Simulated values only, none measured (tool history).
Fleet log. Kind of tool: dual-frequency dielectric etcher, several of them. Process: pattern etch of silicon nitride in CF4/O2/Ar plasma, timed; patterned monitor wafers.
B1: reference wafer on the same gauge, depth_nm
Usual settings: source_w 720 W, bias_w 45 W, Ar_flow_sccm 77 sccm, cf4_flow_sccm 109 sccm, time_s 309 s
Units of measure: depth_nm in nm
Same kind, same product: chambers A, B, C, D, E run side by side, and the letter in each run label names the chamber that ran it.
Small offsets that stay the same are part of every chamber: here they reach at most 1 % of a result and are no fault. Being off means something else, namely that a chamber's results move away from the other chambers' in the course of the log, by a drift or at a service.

run 1E hour=11 | source_w=720 bias_w=45 Ar_flow_sccm=77 cf4_flow_sccm=109 time_s=309 | B1=959.48 | depth_nm=811.77
run 2B hour=22.2 | source_w=720 bias_w=45 Ar_flow_sccm=77 cf4_flow_sccm=109 time_s=309 | B1=959.64 | depth_nm=797.7
run 3C hour=30.4 | source_w=720 bias_w=45 Ar_flow_sccm=77 cf4_flow_sccm=109 time_s=309 | B1=961.13 | depth_nm=808.02
run 4D hour=42.9 | source_w=720 bias_w=45 Ar_flow_sccm=77 cf4_flow_sccm=109 time_s=309 | B1=962.36 | depth_nm=807.58
run 5A hour=54.4 | source_w=720 bias_w=45 Ar_flow_sccm=86 cf4_flow_sccm=109 time_s=277.5 | B1=960.59 | depth_nm=717.68
run 6B hour=61.6 | source_w=720 bias_w=45 Ar_flow_sccm=86 cf4_flow_sccm=109 time_s=277.5 | B1=959.84 | depth_nm=705.79
-- hour=63.2 chamber C: wet clean of the chamber
run 7C hour=72.8 | source_w=720 bias_w=45 Ar_flow_sccm=86 cf4_flow_sccm=109 time_s=277.5 | B1=959.3 | depth_nm=718.96
run 8E hour=82.6 | source_w=720 bias_w=45 Ar_flow_sccm=86 cf4_flow_sccm=109 time_s=277.5 | B1=960.75 | depth_nm=719.86
run 9A hour=95.1 | source_w=720 bias_w=45 Ar_flow_sccm=86 cf4_flow_sccm=109 time_s=277.5 | B1=959.64 | depth_nm=720.53
run 10D hour=107.6 | source_w=720 bias_w=45 Ar_flow_sccm=77 cf4_flow_sccm=109 time_s=309 | B1=960.87 | depth_nm=807.34
-- hour=109.7 chamber E: wet clean of the chamber
-- hour=113.1 chamber B: wet clean of the chamber
run 11A hour=115.4 | source_w=720 bias_w=45 Ar_flow_sccm=77 cf4_flow_sccm=109 time_s=309 | B1=961.41 | depth_nm=812.25
run 12C hour=125.3 | source_w=720 bias_w=45 Ar_flow_sccm=77 cf4_flow_sccm=109 time_s=309 | B1=961.1 | depth_nm=815.52
run 13B hour=134.3 | source_w=860 bias_w=45 Ar_flow_sccm=77 cf4_flow_sccm=109 time_s=373 | B1=960.12 | depth_nm=1132.1
run 14E hour=141.3 | source_w=860 bias_w=45 Ar_flow_sccm=77 cf4_flow_sccm=109 time_s=373 | B1=960.58 | depth_nm=1139.9
run 15D hour=149 | source_w=860 bias_w=45 Ar_flow_sccm=77 cf4_flow_sccm=109 time_s=373 | B1=960.9 | depth_nm=1151.1
run 16B hour=161.2 | source_w=860 bias_w=45 Ar_flow_sccm=77 cf4_flow_sccm=109 time_s=373 | B1=960.67 | depth_nm=1142.7
run 17E hour=171.4 | source_w=860 bias_w=45 Ar_flow_sccm=77 cf4_flow_sccm=109 time_s=373 | B1=961.04 | depth_nm=1132.8
run 18A hour=180.4 | source_w=720 bias_w=45 Ar_flow_sccm=77 cf4_flow_sccm=109 time_s=309 | B1=961.5 | depth_nm=808.29
run 19D hour=191.8 | source_w=720 bias_w=45 Ar_flow_sccm=77 cf4_flow_sccm=109 time_s=309 | B1=960.95 | depth_nm=797.29
run 20C hour=199.6 | source_w=720 bias_w=45 Ar_flow_sccm=77 cf4_flow_sccm=109 time_s=309 | B1=961.12 | depth_nm=804.11
-- hour=205.5 chamber A: wet clean of the chamber
run 21E hour=207.8 | source_w=720 bias_w=45 Ar_flow_sccm=77 cf4_flow_sccm=109 time_s=309 | B1=960.58 | depth_nm=810.4
run 22A hour=219.2 | source_w=720 bias_w=45 Ar_flow_sccm=77 cf4_flow_sccm=109 time_s=309 | B1=961.18 | depth_nm=802.11
run 23B hour=228.6 | source_w=720 bias_w=45 Ar_flow_sccm=77 cf4_flow_sccm=109 time_s=309 | B1=961.3 | depth_nm=809.11
run 24D hour=237.7 | source_w=720 bias_w=45 Ar_flow_sccm=77 cf4_flow_sccm=109 time_s=309 | B1=960.76 | depth_nm=815.59
run 25C hour=247.8 | source_w=720 bias_w=45 Ar_flow_sccm=77 cf4_flow_sccm=109 time_s=309 | B1=960.92 | depth_nm=808.14
-- hour=251 chamber E: source power generator calibrated
run 26A hour=257.2 | source_w=720 bias_w=45 Ar_flow_sccm=77 cf4_flow_sccm=109 time_s=309 | B1=961.82 | depth_nm=811.05
run 27D hour=265.3 | source_w=720 bias_w=45 Ar_flow_sccm=77 cf4_flow_sccm=109 time_s=309 | B1=961.77 | depth_nm=815.58
-- hour=266.1 chamber D: wet clean of the chamber
run 28E hour=273.3 | source_w=720 bias_w=45 Ar_flow_sccm=77 cf4_flow_sccm=109 time_s=309 | B1=961.88 | depth_nm=780.01
run 29B hour=281.8 | source_w=720 bias_w=45 Ar_flow_sccm=77 cf4_flow_sccm=109 time_s=309 | B1=961.64 | depth_nm=811.17
run 30C hour=293.1 | source_w=720 bias_w=55 Ar_flow_sccm=77 cf4_flow_sccm=109 time_s=309 | B1=960.44 | depth_nm=872.02
run 31B hour=304.1 | source_w=720 bias_w=55 Ar_flow_sccm=77 cf4_flow_sccm=109 time_s=309 | B1=961.61 | depth_nm=865.34
run 32C hour=310.4 | source_w=720 bias_w=55 Ar_flow_sccm=77 cf4_flow_sccm=109 time_s=309 | B1=961.73 | depth_nm=885.69
run 33E hour=317.3 | source_w=720 bias_w=55 Ar_flow_sccm=77 cf4_flow_sccm=109 time_s=309 | B1=960.55 | depth_nm=842.09
run 34A hour=324.8 | source_w=720 bias_w=55 Ar_flow_sccm=77 cf4_flow_sccm=109 time_s=309 | B1=961.12 | depth_nm=867.44
run 35D hour=335.3 | source_w=720 bias_w=45 Ar_flow_sccm=77 cf4_flow_sccm=109 time_s=309 | B1=961.23 | depth_nm=805.89
run 36E hour=345.4 | source_w=720 bias_w=45 Ar_flow_sccm=77 cf4_flow_sccm=109 time_s=309 | B1=959.93 | depth_nm=772.4
run 37B hour=358.5 | source_w=720 bias_w=45 Ar_flow_sccm=77 cf4_flow_sccm=109 time_s=309 | B1=959.57 | depth_nm=811.93
run 38C hour=364.7 | source_w=720 bias_w=45 Ar_flow_sccm=77 cf4_flow_sccm=109 time_s=309 | B1=959.89 | depth_nm=814.31
run 39A hour=375.4 | source_w=720 bias_w=45 Ar_flow_sccm=77 cf4_flow_sccm=109 time_s=309 | B1=959.84 | depth_nm=804.42
run 40D hour=387.4 | source_w=720 bias_w=45 Ar_flow_sccm=77 cf4_flow_sccm=109 time_s=309 | B1=961.96 | depth_nm=803.96

The same settings go to every chamber for the next run, one line per chamber below. Forecast the results for each:
run 41A hour=397.1 | source_w=720 bias_w=45 Ar_flow_sccm=77 cf4_flow_sccm=109 time_s=309 | depth_nm=?
run 41B hour=397.1 | source_w=720 bias_w=45 Ar_flow_sccm=77 cf4_flow_sccm=109 time_s=309 | depth_nm=?
run 41C hour=397.1 | source_w=720 bias_w=45 Ar_flow_sccm=77 cf4_flow_sccm=109 time_s=309 | depth_nm=?
run 41D hour=397.1 | source_w=720 bias_w=45 Ar_flow_sccm=77 cf4_flow_sccm=109 time_s=309 | depth_nm=?
run 41E hour=397.1 | source_w=720 bias_w=45 Ar_flow_sccm=77 cf4_flow_sccm=109 time_s=309 | depth_nm=?

run=41A depth_nm=808.63
run=41B depth_nm=806.88
run=41C depth_nm=802.36
run=41D depth_nm=813.44
run=41E depth_nm=784.08
